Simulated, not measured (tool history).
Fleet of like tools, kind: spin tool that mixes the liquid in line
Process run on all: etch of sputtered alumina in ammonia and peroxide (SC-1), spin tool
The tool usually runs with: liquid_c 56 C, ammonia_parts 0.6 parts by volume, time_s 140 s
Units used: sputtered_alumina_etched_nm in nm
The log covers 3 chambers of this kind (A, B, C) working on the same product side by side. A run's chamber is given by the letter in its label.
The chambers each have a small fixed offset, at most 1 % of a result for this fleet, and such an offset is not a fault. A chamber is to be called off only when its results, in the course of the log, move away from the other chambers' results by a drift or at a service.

run   hour  liquid_c  ammonia_parts  time_s  hours since the thermometer was replaced  hours since the ammonia flow meter was replaced  hours since the heated supply line was repaired  hours since the drum of ammonia solution was connected  read-back film thickness of the sputtered alumina reference wafer, read on the same gauge (nm)  sputtered_alumina_etched_nm
 1C      6        56            0.6     140                                     335.5                                             14.9                                            867.5                                                   742.1                                                                                          29.989                        11.92
 2B   12.5        56            0.6     140                                     478.8                                            427.6                                            868.7                                                   166.8                                                                                          30.004                       12.167
 3A   16.3        56            0.6     140                                    1126.3                                            103.9                                            593.6                                                    23.6                                                                                          30.004                       12.272
 4A   22.2        56            0.6     140                                    1132.2                                            109.8                                            599.5                                                    29.5                                                                                          29.984                       12.106
 5C   30.6        56            0.6     140                                     360.1                                             39.5                                            892.1                                                   766.7                                                                                          30.001                        12.02
 6B   35.9        56            0.6     140                                     502.2                                              451                                            892.1                                                   190.2                                                                                          29.998                       12.243
        39  -- chamber B: new drum of ammonia solution connected
 7B   41.7        62            0.6     185                                       508                                            456.8                                            897.9                                                     2.8                                                                                          30.002                       22.257
 8A   47.5        62            0.6     185                                    1157.5                                            135.1                                            624.8                                                    54.8                                                                                          29.998                       21.891
 9C   51.2        62            0.6     185                                     380.7                                             60.1                                            912.7                                                   787.3                                                                                          30.021                       21.939
10C   55.7        56            0.6     140                                     385.2                                             64.6                                            917.2                                                   791.8                                                                                          30.006                        12.01
11A     64        56            0.6     140                                      1174                                            151.6                                            641.3                                                    71.3                                                                                          29.992                        12.22
12B   67.9        56            0.6     140                                     534.2                                              483                                            924.1                                                      29                                                                                           29.98                       12.257
13C   74.7        56            0.6     140                                     404.2                                             83.6                                            936.2                                                   810.8                                                                                          30.009                       12.162
14B   81.3        52            0.6      65                                     547.6                                            496.4                                            937.5                                                    42.4                                                                                          30.016                       4.5888
15A   88.2        52            0.6      65                                    1198.2                                            175.8                                            665.5                                                    95.5                                                                                          29.993                       4.5321
16A     96        52            0.6      65                                      1206                                            183.6                                            673.3                                                   103.3                                                                                          29.976                       4.6017
17B  103.3        56            0.6     140                                     569.6                                            518.4                                            959.5                                                    64.4                                                                                          29.994                        12.27
18C  107.4        56            0.6     140                                     436.9                                            116.3                                            968.9                                                   843.5                                                                                          30.004                       12.122
19A  111.3        56            0.6     140                                    1221.3                                            198.9                                            688.6                                                   118.6                                                                                          30.007                       12.172
20C  119.6        56            0.6     140                                     449.1                                            128.5                                            981.1                                                   855.7                                                                                          30.012                       12.015
     120.4  -- chamber B: ammonia flow meter replaced
21B  127.7        59            0.6     175                                       594                                              7.4                                            983.9                                                    88.8                                                                                          30.007                       18.027
     128.7  -- chamber C: thermometer replaced
22A  135.8        59            0.6     175                                    1245.8                                            223.4                                            713.1                                                   143.1                                                                                           30.01                       17.575
23B    144        59            0.6     175                                     610.3                                             23.7                                           1000.2                                                   105.1                                                                                          30.001                       17.926
24C  151.9        56            0.6     140                                      23.3                                            160.8                                           1013.4                                                     888                                                                                          30.004                       12.134
25B    158        56            0.6     140                                     624.3                                             37.7                                           1014.2                                                   119.1                                                                                          30.005                       12.258
26C  165.7        56            0.6     140                                      37.1                                            174.6                                           1027.2                                                   901.8                                                                                          30.004                       12.245
27A  173.8        56            0.6     140                                    1283.8                                            261.4                                            751.1                                                   181.1                                                                                          30.001                       12.055
28C    179        56            0.6     140                                      50.4                                            187.9                                           1040.5                                                   915.1                                                                                           30.01                       12.221
29A  187.3        56            0.6     205                                    1297.3                                            274.9                                            764.6                                                   194.6                                                                                          30.014                       18.023
30B  191.4        56            0.6     205                                     657.7                                             71.1                                           1047.6                                                   152.5                                                                                          29.969                       17.854
31A  198.9        56            0.6     205                                    1308.9                                            286.5                                            776.2                                                   206.2                                                                                          29.991                       17.686
32C  205.1        56            0.6     140                                      76.5                                              214                                           1066.6                                                   941.2                                                                                          30.006                       11.998
33B  213.4        56            0.6     140                                     679.7                                             93.1                                           1069.6                                                   174.5                                                                                          30.002                        12.22
34C  217.2        56            0.8     140                                      88.6                                            226.1                                           1078.7                                                   953.3                                                                                          29.993                       12.374
35A  221.8        56            0.8     140                                    1331.8                                            309.4                                            799.1                                                   229.1                                                                                          30.006                       12.386
36B  226.7        56            0.8     140                                       693                                            106.4                                           1082.9                                                   187.8                                                                                          29.999                       12.439
37C  231.3        56            0.6     140                                     102.7                                            240.2                                           1092.8                                                   967.4                                                                                           30.01                       12.061
     236.4  -- chamber B: new drum of ammonia solution connected
38A  237.2        56            0.6     140                                    1347.2                                            324.8                                            814.5                                                   244.5                                                                                          29.996                       12.177
39B  242.3        56            0.6     140                                     708.6                                              122                                           1098.5                                                     5.9                                                                                          29.996                       12.069
40B  246.7        56            0.6     140                                       713                                            126.4                                           1102.9                                                    10.3                                                                                          30.012                       12.287

Has any chamber moved away from the others, gradually or after a service, or does the common gauge drift, or do the chambers differ only by their own small steady offsets? State the chamber and the most likely cause if one applies.

Neither any chamber nor the gauge drifts; the chambers differ only by their own small, steady offsets.
